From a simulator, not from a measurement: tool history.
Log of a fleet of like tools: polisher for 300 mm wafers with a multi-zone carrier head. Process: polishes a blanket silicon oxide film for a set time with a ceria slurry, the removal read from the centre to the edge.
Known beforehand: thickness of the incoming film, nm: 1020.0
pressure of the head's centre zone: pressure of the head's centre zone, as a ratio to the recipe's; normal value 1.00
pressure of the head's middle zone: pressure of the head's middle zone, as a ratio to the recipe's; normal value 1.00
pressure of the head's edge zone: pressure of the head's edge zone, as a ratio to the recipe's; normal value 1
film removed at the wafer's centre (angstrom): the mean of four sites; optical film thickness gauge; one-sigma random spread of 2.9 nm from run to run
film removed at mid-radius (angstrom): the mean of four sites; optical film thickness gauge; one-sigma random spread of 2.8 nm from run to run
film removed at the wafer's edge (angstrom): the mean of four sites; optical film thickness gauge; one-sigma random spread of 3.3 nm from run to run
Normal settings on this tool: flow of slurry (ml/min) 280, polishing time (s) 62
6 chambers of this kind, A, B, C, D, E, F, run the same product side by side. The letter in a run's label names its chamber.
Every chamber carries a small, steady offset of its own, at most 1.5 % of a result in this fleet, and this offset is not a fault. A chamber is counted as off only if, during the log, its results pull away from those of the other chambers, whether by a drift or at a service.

run,hour,flow of slurry (ml/min),pressure of the head's centre zone,pressure of the head's middle zone,pressure of the head's edge zone,polishing time (s),wafers polished on this pad,hours since the slurry nozzle was cleaned,hours since the centre zone pressure was calibrated,hours since the edge zone pressure was calibrated,film removed at the wafer's centre (angstrom),film removed at mid-radius (angstrom),film removed at the wafer's edge (angstrom)
1C,2.8,280,1.00,1.00,1,62,697,315.4,1046.1,333.2,3208.6,3288.8,3221.3
2A,5.0,280,1.00,1.00,1,62,311,518.5,1180.7,157.3,3290.0,3318.9,3214.5
3B,7.3,280,1.00,1.00,1,62,303,93.9,131.1,475.6,3266.8,3214.6,3183.5
4D,9.8,280,1.00,1.00,1,62,854,485.0,629.9,345.5,3278.4,3298.1,3335.1
5E,13.9,335,1.07,1.00,1,62,353,175.9,494.9,412.5,3573.1,3323.3,3333.3
6F,17.5,335,1.07,1.00,1,62,348,107.1,695.7,684.1,3594.1,3354.5,3294.9
7D,19.5,335,1.07,1.00,1,62,938,494.7,639.6,355.2,3581.1,3328.7,3274.5
8E,23.4,335,1.07,1.00,1,62,435,185.4,504.4,422.0,3637.0,3356.4,3368.3
9C,26.8,335,1.07,1.00,1,62,905,339.4,1070.1,357.2,3635.3,3268.1,3205.7
10A,30.8,335,1.07,1.00,1,62,534,544.3,1206.5,183.1,3611.9,3352.1,3235.9
# hour 31.2: chamber F: worn pad replaced by a new one
11F,33.1,280,1.00,1.00,1,62,17,122.7,711.3,699.7,3235.2,3217.5,3272.5
# hour 34.8: chamber E: edge zone pressure recalibrated
12B,37.7,280,1.00,1.00,1,62,567,124.3,161.5,506.0,3270.2,3199.1,3302.2
# hour 38.4: chamber C: centre zone pressure recalibrated
# hour 38.9: chamber A: worn pad replaced by a new one
# hour 39.1: chamber D: worn pad replaced by a new one
# hour 40.8: chamber B: edge zone pressure recalibrated
13D,41.8,280,1.00,1.00,1,62,23,517.0,661.9,377.5,3267.7,3271.1,3272.1
# hour 43.2: chamber C: worn pad replaced by a new one
14B,44.7,280,1.00,1.00,1,62,627,131.3,168.5,3.9,3308.0,3219.7,3281.6
# hour 46.0: chamber E: slurry nozzle cleaned
15F,48.2,280,1.00,1.00,1,62,148,137.8,726.4,714.8,3297.8,3285.3,3266.9
16C,50.4,280,1.00,1.00,1,62,63,363.0,12.0,380.8,2977.6,3236.3,3285.8
17E,52.4,280,1.00,1.00,1,62,687,6.5,533.4,17.6,3283.6,3265.0,3291.6
18A,56.0,280,1.00,1.00,1,62,148,569.5,1231.7,208.3,3205.8,3313.3,3272.9
19E,58.1,280,0.95,1.00,1,75,736,12.2,539.1,23.3,3807.6,3964.7,3987.8
20A,62.4,280,0.95,1.00,1,75,203,575.9,1238.1,214.7,3765.0,3994.0,3934.4
21D,66.5,280,0.95,1.00,1,75,238,541.7,686.6,402.2,3727.5,3899.1,3902.6
22C,71.0,280,0.95,1.00,1,75,241,383.6,32.6,401.4,3404.9,3897.8,3925.0
23B,74.7,280,0.95,1.00,1,75,887,161.3,198.5,33.9,3740.4,3883.9,4016.8
24F,77.8,280,0.95,1.00,1,75,404,167.4,756.0,744.4,3755.3,3879.8,3950.6
25B,80.6,280,1.00,1.00,1,62,938,167.2,204.4,39.8,3274.8,3207.4,3258.6
26E,83.4,280,1.00,1.00,1,62,955,37.5,564.4,48.6,3265.1,3253.8,3248.9
# hour 84.1: chamber A: centre zone pressure recalibrated
# hour 84.6: chamber C: edge zone pressure recalibrated
27C,86.3,280,1.00,1.00,1,62,374,398.9,47.9,1.8,3028.8,3248.6,3232.0
# hour 88.8: chamber F: worn pad replaced by a new one
28F,89.8,280,1.00,1.00,1,62,8,179.4,768.0,756.4,3286.7,3296.1,3260.5
29D,93.6,280,1.00,1.00,1,62,473,568.8,713.7,429.3,3280.7,3249.4,3278.7
30A,96.6,280,1.00,1.09,1,45,500,610.1,12.6,248.9,2374.7,2614.6,2330.7
31C,99.3,280,1.00,1.09,1,45,487,411.9,60.9,14.8,2168.1,2549.4,2377.4
# hour 103.3: chamber E: centre zone pressure recalibrated
32A,103.7,280,1.00,1.09,1,45,561,617.2,19.7,256.0,2389.4,2597.5,2361.1
33D,107.0,280,1.00,1.09,1,45,589,582.2,727.1,442.7,2314.9,2603.1,2356.0
34F,110.9,280,1.00,1.09,1,45,191,200.5,789.1,777.5,2366.5,2605.0,2346.8
35B,112.9,280,1.00,1.09,1,45,1219,199.5,236.7,72.1,2375.4,2555.0,2363.5
36E,117.1,280,1.00,1.00,1,62,1248,71.2,13.9,82.3,3294.4,3246.0,3296.6

Each of the 6 chambers runs these same settings next. Fill in every chamber's results:
37A,120.4,280,1.00,1.00,1,47,,,,,?,?,?
37B,120.4,280,1.00,1.00,1,47,,,,,?,?,?
37C,120.4,280,1.00,1.00,1,47,,,,,?,?,?
37D,120.4,280,1.00,1.00,1,47,,,,,?,?,?
37E,120.4,280,1.00,1.00,1,47,,,,,?,?,?
37F,120.4,280,1.00,1.00,1,47,,,,,?,?,?

run,film removed at the wafer's centre (angstrom),film removed at mid-radius (angstrom),film removed at the wafer's edge (angstrom)
37A,2450.2,2506.5,2499.0
37B,2456.5,2426.9,2492.2
37C,2250.4,2470.6,2424.1
37D,2437.5,2505.7,2464.5
37E,2478.9,2469.4,2459.9
37F,2437.2,2469.4,2451.6

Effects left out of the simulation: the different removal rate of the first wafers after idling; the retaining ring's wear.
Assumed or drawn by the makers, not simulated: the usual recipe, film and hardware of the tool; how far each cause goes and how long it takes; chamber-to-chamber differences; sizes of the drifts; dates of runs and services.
